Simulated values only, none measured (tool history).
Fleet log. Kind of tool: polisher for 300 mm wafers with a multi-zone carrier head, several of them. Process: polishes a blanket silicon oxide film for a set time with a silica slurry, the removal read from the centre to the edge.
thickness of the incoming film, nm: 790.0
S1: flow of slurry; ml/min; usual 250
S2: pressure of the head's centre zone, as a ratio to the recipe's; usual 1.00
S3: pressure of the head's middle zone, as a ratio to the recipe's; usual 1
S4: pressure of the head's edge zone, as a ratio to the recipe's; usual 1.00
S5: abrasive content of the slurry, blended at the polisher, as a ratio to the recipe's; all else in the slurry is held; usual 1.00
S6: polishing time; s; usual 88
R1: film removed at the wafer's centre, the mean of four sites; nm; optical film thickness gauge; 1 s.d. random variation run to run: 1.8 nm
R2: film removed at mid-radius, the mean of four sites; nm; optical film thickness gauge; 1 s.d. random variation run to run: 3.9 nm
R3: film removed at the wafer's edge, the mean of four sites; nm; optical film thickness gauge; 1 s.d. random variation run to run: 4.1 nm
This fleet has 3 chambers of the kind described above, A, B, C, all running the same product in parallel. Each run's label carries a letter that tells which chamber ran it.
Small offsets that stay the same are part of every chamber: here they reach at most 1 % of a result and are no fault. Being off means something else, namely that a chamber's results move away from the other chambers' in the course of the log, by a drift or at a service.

run 1A day=0.246 | S1=250 S2=1.00 S3=1 S4=1.00 S5=1.00 S6=88 | R1=286.62 R2=290.40 R3=291.14
run 2B day=0.458 | S1=250 S2=1.00 S3=1 S4=1.00 S5=1.00 S6=88 | R1=289.18 R2=287.04 R3=294.70
run 3C day=0.646 | S1=250 S2=1.00 S3=1 S4=1.00 S5=1.00 S6=88 | R1=285.22 R2=283.42 R3=283.51
run 4A day=0.833 | S1=250 S2=1.00 S3=1 S4=1.00 S5=1.00 S6=88 | R1=288.08 R2=289.79 R3=283.99
-- day=1.104 chamber C: worn pad replaced by a new one
run 5C day=1.104 | S1=250 S2=1.00 S3=1 S4=1.00 S5=1.00 S6=88 | R1=286.25 R2=289.47 R3=281.64
run 6B day=1.333 | S1=250 S2=1.00 S3=1 S4=1.00 S5=1.00 S6=88 | R1=290.55 R2=293.32 R3=284.28
run 7A day=1.542 | S1=250 S2=1.00 S3=1 S4=1.00 S5=1.00 S6=88 | R1=288.59 R2=285.05 R3=282.94
-- day=1.683 chamber B: worn pad replaced by a new one
run 8B day=1.938 | S1=250 S2=1.00 S3=1 S4=1.00 S5=1.00 S6=88 | R1=290.65 R2=289.65 R3=293.22
run 9C day=2.329 | S1=250 S2=1.00 S3=1 S4=1.00 S5=1.00 S6=88 | R1=291.14 R2=290.07 R3=283.63
run 10A day=2.746 | S1=250 S2=1.00 S3=1 S4=1.00 S5=1.00 S6=88 | R1=289.26 R2=287.83 R3=281.81
-- day=2.900 chamber C: worn pad replaced by a new one
run 11C day=2.938 | S1=250 S2=1.00 S3=1 S4=1.00 S5=1.00 S6=88 | R1=288.36 R2=288.63 R3=292.43
run 12B day=3.358 | S1=250 S2=1.00 S3=1 S4=1.00 S5=1.00 S6=88 | R1=288.41 R2=293.87 R3=293.58
run 13B day=3.562 | S1=185 S2=1.00 S3=1 S4=1.00 S5=1.00 S6=88 | R1=277.13 R2=272.75 R3=274.18
run 14C day=3.925 | S1=185 S2=1.00 S3=1 S4=1.00 S5=1.00 S6=88 | R1=274.08 R2=276.27 R3=288.93
-- day=4.033 chamber B: worn pad replaced by a new one
run 15A day=4.288 | S1=185 S2=1.00 S3=1 S4=1.00 S5=1.00 S6=88 | R1=269.17 R2=268.72 R3=270.77
run 16B day=4.500 | S1=250 S2=1.00 S3=1 S4=1.00 S5=1.00 S6=88 | R1=288.68 R2=288.32 R3=284.66
-- day=4.662 chamber C: worn pad replaced by a new one
run 17A day=4.721 | S1=250 S2=1.00 S3=1 S4=1.00 S5=1.00 S6=88 | R1=281.43 R2=284.93 R3=282.25
run 18C day=4.979 | S1=250 S2=1.00 S3=1 S4=1.00 S5=1.00 S6=88 | R1=288.26 R2=284.36 R3=291.82
run 19A day=5.321 | S1=250 S2=1.09 S3=1 S4=1.00 S5=1.00 S6=88 | R1=310.30 R2=282.10 R3=285.39
run 20B day=5.538 | S1=250 S2=1.09 S3=1 S4=1.00 S5=1.00 S6=88 | R1=317.82 R2=290.30 R3=283.40
run 21C day=5.754 | S1=250 S2=1.09 S3=1 S4=1.00 S5=1.00 S6=88 | R1=315.87 R2=287.64 R3=284.06
run 22A day=5.958 | S1=250 S2=1.00 S3=1 S4=1.00 S5=0.85 S6=88 | R1=257.56 R2=254.58 R3=259.62
-- day=6.054 chamber C: slurry nozzle cleaned
-- day=6.129 chamber B: worn pad replaced by a new one
run 23C day=6.142 | S1=250 S2=1.00 S3=1 S4=1.00 S5=0.85 S6=88 | R1=265.54 R2=268.16 R3=264.02
-- day=6.433 chamber C: worn pad replaced by a new one
run 24B day=6.442 | S1=250 S2=1.00 S3=1 S4=1.00 S5=0.85 S6=88 | R1=269.33 R2=267.75 R3=267.35
run 25B day=6.733 | S1=250 S2=1.00 S3=1 S4=1.00 S5=1.00 S6=88 | R1=292.07 R2=289.26 R3=297.05
run 26A day=6.967 | S1=250 S2=1.00 S3=1 S4=1.00 S5=1.00 S6=88 | R1=274.16 R2=271.54 R3=281.12
run 27C day=7.162 | S1=250 S2=1.00 S3=1 S4=1.08 S5=1.00 S6=72 | R1=235.16 R2=238.43 R3=247.97
-- day=7.388 chamber B: edge zone pressure recalibrated
run 28A day=7.442 | S1=250 S2=1.00 S3=1 S4=1.08 S5=1.00 S6=72 | R1=225.48 R2=222.69 R3=234.31
run 29B day=7.725 | S1=250 S2=1.00 S3=1 S4=1.08 S5=1.00 S6=72 | R1=236.75 R2=239.01 R3=244.62
run 30C day=8.121 | S1=250 S2=0.94 S3=1 S4=1.00 S5=1.00 S6=88 | R1=267.99 R2=288.11 R3=290.30
run 31A day=8.354 | S1=250 S2=0.94 S3=1 S4=1.00 S5=1.00 S6=88 | R1=257.93 R2=275.71 R3=272.73
-- day=8.450 chamber B: worn pad replaced by a new one
-- day=8.517 chamber C: worn pad replaced by a new one
run 32B day=8.612 | S1=250 S2=0.94 S3=1 S4=1.00 S5=1.00 S6=88 | R1=269.50 R2=285.74 R3=285.28
run 33C day=8.996 | S1=250 S2=1.00 S3=1 S4=1.00 S5=1.00 S6=88 | R1=283.43 R2=283.47 R3=293.50
run 34A day=9.350 | S1=250 S2=1.00 S3=1 S4=1.00 S5=1.00 S6=88 | R1=272.95 R2=266.54 R3=267.56
run 35C day=9.738 | S1=250 S2=1.00 S3=1 S4=1.00 S5=1.00 S6=88 | R1=288.14 R2=290.84 R3=287.07
run 36B day=10.112 | S1=250 S2=1.00 S3=1 S4=0.96 S5=0.85 S6=88 | R1=268.49 R2=264.60 R3=263.26
-- day=10.308 chamber B: worn pad replaced by a new one
run 37B day=10.346 | S1=250 S2=1.00 S3=1 S4=0.96 S5=0.85 S6=88 | R1=266.95 R2=272.09 R3=263.97

The same settings go to every chamber for the next run, one line per chamber below. Forecast the results for each:
run 38A day=10.654 | S1=250 S2=1.00 S3=1 S4=1.00 S5=1.00 S6=88 | R1=? R2=? R3=?
run 38B day=10.654 | S1=250 S2=1.00 S3=1 S4=1.00 S5=1.00 S6=88 | R1=? R2=? R3=?
run 38C day=10.654 | S1=250 S2=1.00 S3=1 S4=1.00 S5=1.00 S6=88 | R1=? R2=? R3=?

run=38A R1=265.15 R2=272.03 R3=264.92
run=38B R1=287.50 R2=290.84 R3=288.41
run=38C R1=288.77 R2=297.85 R3=284.88
